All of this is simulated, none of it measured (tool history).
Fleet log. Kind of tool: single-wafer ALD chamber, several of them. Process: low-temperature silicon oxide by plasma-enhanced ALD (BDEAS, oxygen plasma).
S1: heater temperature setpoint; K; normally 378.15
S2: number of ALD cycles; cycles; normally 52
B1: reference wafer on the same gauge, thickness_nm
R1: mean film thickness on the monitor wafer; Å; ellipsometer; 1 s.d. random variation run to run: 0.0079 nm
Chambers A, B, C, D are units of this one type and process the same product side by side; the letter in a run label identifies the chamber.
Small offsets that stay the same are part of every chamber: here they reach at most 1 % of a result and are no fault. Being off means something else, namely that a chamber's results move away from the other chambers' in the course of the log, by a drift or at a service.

run 1B hour=14.3 | S1=378.15 S2=52 | B1=7.519 | R1=73.556
run 2C hour=29.4 | S1=378.15 S2=52 | B1=7.5172 | R1=73.939
run 3A hour=42 | S1=378.15 S2=52 | B1=7.5146 | R1=73.692
run 4D hour=53.3 | S1=378.15 S2=52 | B1=7.515 | R1=73.679
run 5B hour=62.6 | S1=378.15 S2=52 | B1=7.5137 | R1=73.605
run 6A hour=72.7 | S1=378.15 S2=52 | B1=7.5125 | R1=73.717
run 7C hour=79.6 | S1=378.15 S2=52 | B1=7.5127 | R1=74.052
run 8D hour=93.2 | S1=378.15 S2=52 | B1=7.5109 | R1=73.431
run 9A hour=103 | S1=378.15 S2=52 | B1=7.5098 | R1=73.719
run 10C hour=116.8 | S1=378.15 S2=52 | B1=7.5089 | R1=73.912
run 11D hour=126.9 | S1=378.15 S2=52 | B1=7.5081 | R1=73.517
run 12B hour=142.1 | S1=378.15 S2=52 | B1=7.5086 | R1=73.465
run 13D hour=150.7 | S1=378.15 S2=52 | B1=7.5031 | R1=73.539
run 14B hour=158 | S1=365.15 S2=43 | B1=7.5045 | R1=63.115
run 15C hour=166.4 | S1=365.15 S2=43 | B1=7.504 | R1=63.37
run 16A hour=173.3 | S1=365.15 S2=43 | B1=7.5039 | R1=63.356
run 17B hour=187.4 | S1=365.15 S2=43 | B1=7.5028 | R1=63.164
run 18A hour=199.2 | S1=378.15 S2=52 | B1=7.5019 | R1=73.585
run 19C hour=206.8 | S1=378.15 S2=52 | B1=7.503 | R1=73.93
run 20D hour=216 | S1=378.15 S2=52 | B1=7.4991 | R1=73.54
run 21A hour=223.2 | S1=378.15 S2=52 | B1=7.4976 | R1=73.636
run 22C hour=236.7 | S1=378.15 S2=52 | B1=7.4978 | R1=73.933
run 23D hour=245.8 | S1=378.15 S2=52 | B1=7.4989 | R1=73.411
run 24B hour=257.1 | S1=378.15 S2=52 | B1=7.4979 | R1=73.484
run 25C hour=266.1 | S1=378.15 S2=52 | B1=7.4969 | R1=73.848
run 26A hour=274.4 | S1=378.15 S2=52 | B1=7.4953 | R1=73.577
run 27D hour=282.9 | S1=378.15 S2=52 | B1=7.4949 | R1=73.443
run 28B hour=293.1 | S1=378.15 S2=52 | B1=7.4925 | R1=73.465
run 29D hour=302.5 | S1=378.15 S2=52 | B1=7.4916 | R1=73.332
run 30B hour=315 | S1=378.15 S2=52 | B1=7.4905 | R1=73.25
run 31C hour=322.2 | S1=378.15 S2=52 | B1=7.4907 | R1=73.773
run 32A hour=334.4 | S1=378.15 S2=52 | B1=7.4894 | R1=73.606
run 33D hour=345.7 | S1=378.15 S2=52 | B1=7.4869 | R1=73.35

Each of the 4 chambers runs these same settings next. Fill in every chamber's results:
run 34A hour=357.1 | S1=378.15 S2=48 | R1=?
run 34B hour=357.1 | S1=378.15 S2=48 | R1=?
run 34C hour=357.1 | S1=378.15 S2=48 | R1=?
run 34D hour=357.1 | S1=378.15 S2=48 | R1=?

run=34A R1=67.835
run=34B R1=67.699
run=34C R1=67.968
run=34D R1=67.807
